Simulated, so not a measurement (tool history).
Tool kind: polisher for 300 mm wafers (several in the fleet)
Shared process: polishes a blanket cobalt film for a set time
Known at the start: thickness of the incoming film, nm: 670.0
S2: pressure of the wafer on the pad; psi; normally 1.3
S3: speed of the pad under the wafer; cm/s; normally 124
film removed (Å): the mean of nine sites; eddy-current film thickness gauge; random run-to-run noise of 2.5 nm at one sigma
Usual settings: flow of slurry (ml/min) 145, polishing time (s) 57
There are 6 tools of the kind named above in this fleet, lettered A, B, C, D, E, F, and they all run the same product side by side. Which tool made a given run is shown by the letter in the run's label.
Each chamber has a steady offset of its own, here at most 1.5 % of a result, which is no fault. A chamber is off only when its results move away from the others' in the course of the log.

At hour 3.5: chamber E: slurry nozzle cleaned.
Run 1B, hour 7.2: usual settings. Result: film removed (Å) 1939.6.
Run 2C, hour 14.8: usual settings. Result: film removed (Å) 1945.3.
Run 3E, hour 19.9: usual settings. Result: film removed (Å) 1887.4.
Run 4D, hour 24.4: usual settings. Result: film removed (Å) 1942.9.
At hour 29.1: chamber C: worn pad replaced by a new one.
Run 5F, hour 30.2: usual settings. Result: film removed (Å) 1935.3.
At hour 35.1: chamber A: worn pad replaced by a new one.
Run 6A, hour 37.4: usual settings. Result: film removed (Å) 1949.3.
At hour 37.7: chamber F: worn pad replaced by a new one.
Run 7A, hour 45.1: usual settings but S3 156 cm/s. Result: film removed (Å) 2399.5.
At hour 49.2: chamber D: worn pad replaced by a new one.
Run 8B, hour 49.7: usual settings but S3 156 cm/s. Result: film removed (Å) 2532.6.
Run 9C, hour 54.5: usual settings but S3 156 cm/s. Result: film removed (Å) 2417.
Run 10D, hour 60.1: usual settings but S3 156 cm/s. Result: film removed (Å) 2407.9.
At hour 63.6: chamber B: worn pad replaced by a new one.
Run 11F, hour 67.1: usual settings but S3 156 cm/s. Result: film removed (Å) 2440.5.
Run 12E, hour 71.3: usual settings but S3 156 cm/s. Result: film removed (Å) 2466.6.
Run 13F, hour 76.6: usual settings. Result: film removed (Å) 1885.7.
At hour 84.2: chamber E: worn pad replaced by a new one.
Run 14A, hour 85.1: usual settings. Result: film removed (Å) 1903.2.
At hour 88.9: chamber C: worn pad replaced by a new one.
Run 15B, hour 93.6: usual settings. Result: film removed (Å) 1983.4.
Run 16D, hour 98.9: usual settings. Result: film removed (Å) 1931.6.
Run 17E, hour 103: usual settings. Result: film removed (Å) 1924.1.
Run 18C, hour 109.4: usual settings but polishing time (s) 50. Result: film removed (Å) 1671.7.
Run 19A, hour 115.3: usual settings but polishing time (s) 50. Result: film removed (Å) 1679.6.
At hour 115.8: chamber C: head pressure recalibrated.
At hour 117.8: chamber A: slurry nozzle cleaned.
Run 20E, hour 122.6: usual settings but polishing time (s) 50. Result: film removed (Å) 1707.1.
At hour 126.5: chamber B: worn pad replaced by a new one.
Run 21F, hour 128.5: usual settings but polishing time (s) 50. Result: film removed (Å) 1669.3.
At hour 130.7: chamber D: worn pad replaced by a new one.
Run 22B, hour 133.9: usual settings but polishing time (s) 50. Result: film removed (Å) 1759.9.
Run 23D, hour 140.6: usual settings but polishing time (s) 50. Result: film removed (Å) 1692.1.
Run 24C, hour 144.5: usual settings. Result: film removed (Å) 1940.2.
Run 25E, hour 148.7: usual settings. Result: film removed (Å) 1961.2.
At hour 151.5: chamber F: worn pad replaced by a new one.
At hour 153.2: chamber C: worn pad replaced by a new one.
Run 26F, hour 154.1: usual settings. Result: film removed (Å) 1840.4.
At hour 157.3: chamber A: worn pad replaced by a new one.
Run 27B, hour 157.9: usual settings. Result: film removed (Å) 1988.2.
At hour 159.5: chamber C: slurry nozzle cleaned.
Run 28D, hour 165.3: usual settings. Result: film removed (Å) 1855.8.
Run 29A, hour 171.2: usual settings. Result: film removed (Å) 1895.4.
Run 30C, hour 178: usual settings. Result: film removed (Å) 1925.3.
Run 31B, hour 184.1: usual settings. Result: film removed (Å) 2025.9.
At hour 190.7: chamber B: head pressure recalibrated.
Run 32A, hour 191.4: usual settings. Result: film removed (Å) 1964.5.
Run 33F, hour 197.6: usual settings. Result: film removed (Å) 1745.7.
At hour 200.4: chamber E: worn pad replaced by a new one.
At hour 200.9: chamber B: worn pad replaced by a new one.
At hour 203.6: chamber D: worn pad replaced by a new one.
Run 34E, hour 205.3: usual settings. Result: film removed (Å) 1955.6.
At hour 208.3: chamber C: worn pad replaced by a new one.
Run 35C, hour 210.8: usual settings. Result: film removed (Å) 1955.4.
Run 36D, hour 216.3: usual settings. Result: film removed (Å) 1933.3.
Run 37B, hour 223.9: usual settings. Result: film removed (Å) 1915.9.
Run 38A, hour 228.7: usual settings but S2 0.9 psi, S3 110 cm/s. Result: film removed (Å) 1178.7.

Has any chamber moved away from the others, gradually or after a service, or does the common gauge drift, or do the chambers differ only by their own small steady offsets? State the chamber and the most likely cause if one applies.

Little by little, chamber F moves away from the other chambers.
Likeliest cause: slurry flow missing at the pad, % = 37.3.
Not necessarily distinguishable in this log from: head's pressure below its setpoint, %.

Below are 4 candidate recipes for chamber F's next run, each the usual settings with a change, their results shown as question marks. Which of them brings F's results back in line with what the other chambers give on the usual settings?
In-line tolerance around the mean of the other chambers on the usual settings: film removed (Å) 86
Run 39F-1, hour 234.9: usual settings but S3 112 cm/s. Result: film removed (Å) ?.
Run 39F-2, hour 234.9: usual settings but S3 126 cm/s, polishing time (s) 58. Result: film removed (Å) ?.
Run 39F-3, hour 234.9: usual settings but S2 1.4 psi, polishing time (s) 59. Result: film removed (Å) ?.
Run 39F-4, hour 234.9: usual settings but S3 122 cm/s, polishing time (s) 56. Result: film removed (Å) ?.

Average result of the remaining chambers running the usual settings: film removed (Å) 1934.6
  run  film removed (Å)
39F-1            1567.2
39F-2            1794.4
39F-3            1935.6
39F-4            1677.4
With 39F-3, the chamber falls back in line with the rest.
